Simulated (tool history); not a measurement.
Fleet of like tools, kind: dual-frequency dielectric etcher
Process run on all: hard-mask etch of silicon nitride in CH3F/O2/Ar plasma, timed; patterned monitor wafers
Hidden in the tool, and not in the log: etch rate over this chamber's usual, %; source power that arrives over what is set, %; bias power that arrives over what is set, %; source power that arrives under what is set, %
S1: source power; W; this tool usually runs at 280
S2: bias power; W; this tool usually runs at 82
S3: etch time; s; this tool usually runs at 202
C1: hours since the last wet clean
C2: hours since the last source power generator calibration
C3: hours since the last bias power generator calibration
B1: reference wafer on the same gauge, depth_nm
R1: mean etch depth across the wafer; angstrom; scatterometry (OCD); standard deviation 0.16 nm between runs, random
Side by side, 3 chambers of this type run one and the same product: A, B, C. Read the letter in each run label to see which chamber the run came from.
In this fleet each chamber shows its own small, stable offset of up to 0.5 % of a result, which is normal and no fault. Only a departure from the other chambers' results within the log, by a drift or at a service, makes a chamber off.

-- day=0.479 chamber C: wet clean of the chamber
run 1C day=0.638 | S1=280 S2=82 S3=202 | C1=3.8 C2=645.6 C3=1454.6 | B1=104.95 | R1=1289.9
run 2A day=1.008 | S1=280 S2=82 S3=202 | C1=411 C2=3041.9 C3=3280.1 | B1=104.96 | R1=1294.6
-- day=1.042 chamber B: source power generator calibrated
run 3B day=1.362 | S1=280 S2=82 S3=202 | C1=46.1 C2=7.8 C3=222.7 | B1=104.95 | R1=1291.9
run 4A day=1.679 | S1=280 S2=82 S3=202 | C1=427.1 C2=3058 C3=3296.2 | B1=104.9 | R1=1292.9
run 5C day=2.05 | S1=280 S2=82 S3=202 | C1=37.7 C2=679.5 C3=1488.5 | B1=104.9 | R1=1287.1
run 6B day=2.683 | S1=280 S2=82 S3=202 | C1=77.8 C2=39.5 C3=254.4 | B1=104.92 | R1=1290
run 7B day=3.329 | S1=280 S2=82 S3=202 | C1=93.3 C2=55 C3=269.9 | B1=104.86 | R1=1290.4
run 8C day=3.825 | S1=280 S2=82 S3=202 | C1=80.3 C2=722.1 C3=1531.1 | B1=104.82 | R1=1288.7
run 9A day=4.279 | S1=330 S2=82 S3=202 | C1=489.5 C2=3120.4 C3=3358.6 | B1=104.8 | R1=1374.9
run 10B day=4.6 | S1=330 S2=82 S3=202 | C1=123.8 C2=85.5 C3=300.4 | B1=104.8 | R1=1370.9
-- day=4.633 chamber A: wet clean of the chamber
run 11C day=5.175 | S1=330 S2=82 S3=202 | C1=112.7 C2=754.5 C3=1563.5 | B1=104.77 | R1=1371.4
run 12A day=5.612 | S1=280 S2=82 S3=202 | C1=23.5 C2=3152.4 C3=3390.6 | B1=104.76 | R1=1292.6
run 13C day=5.967 | S1=280 S2=82 S3=202 | C1=131.7 C2=773.5 C3=1582.5 | B1=104.76 | R1=1286
run 14A day=6.488 | S1=230 S2=82 S3=202 | C1=44.5 C2=3173.4 C3=3411.6 | B1=104.71 | R1=1198.5
run 15B day=7.038 | S1=230 S2=82 S3=202 | C1=182.3 C2=144 C3=358.9 | B1=104.69 | R1=1196.7
run 16B day=7.442 | S1=230 S2=82 S3=202 | C1=192 C2=153.7 C3=368.6 | B1=104.67 | R1=1198.7
run 17A day=7.958 | S1=280 S2=82 S3=202 | C1=79.8 C2=3208.7 C3=3446.9 | B1=104.66 | R1=1286.7
run 18C day=8.471 | S1=280 S2=82 S3=202 | C1=191.8 C2=833.6 C3=1642.6 | B1=104.63 | R1=1284.3
run 19C day=9.038 | S1=280 S2=82 S3=258 | C1=205.4 C2=847.2 C3=1656.2 | B1=104.61 | R1=1641.5
run 20B day=9.417 | S1=280 S2=82 S3=258 | C1=239.4 C2=201.1 C3=416 | B1=104.58 | R1=1644.1
run 21A day=9.7 | S1=280 S2=82 S3=258 | C1=121.6 C2=3250.5 C3=3488.7 | B1=104.58 | R1=1643.5
run 22A day=10.025 | S1=280 S2=82 S3=202 | C1=129.4 C2=3258.3 C3=3496.5 | B1=104.56 | R1=1287.3
run 23B day=10.65 | S1=280 S2=82 S3=202 | C1=269 C2=230.7 C3=445.6 | B1=104.59 | R1=1286.4
run 24C day=11.067 | S1=280 S2=82 S3=202 | C1=254.1 C2=895.9 C3=1704.9 | B1=104.52 | R1=1284.1
run 25A day=11.608 | S1=280 S2=82 S3=202 | C1=167.4 C2=3296.3 C3=3534.5 | B1=104.52 | R1=1287.5
run 26C day=11.975 | S1=280 S2=82 S3=202 | C1=275.9 C2=917.7 C3=1726.7 | B1=104.45 | R1=1284.2

Does one chamber stand apart from the rest, does the shared gauge drift, or is all well apart from small per-chamber offsets? Give the chamber and the most likely cause, where there is one.

Every chamber seems to shift together because the gauge that measures them all drifts; the chambers themselves are fine.
Likeliest cause: gauge reads low (%) = 0.514.

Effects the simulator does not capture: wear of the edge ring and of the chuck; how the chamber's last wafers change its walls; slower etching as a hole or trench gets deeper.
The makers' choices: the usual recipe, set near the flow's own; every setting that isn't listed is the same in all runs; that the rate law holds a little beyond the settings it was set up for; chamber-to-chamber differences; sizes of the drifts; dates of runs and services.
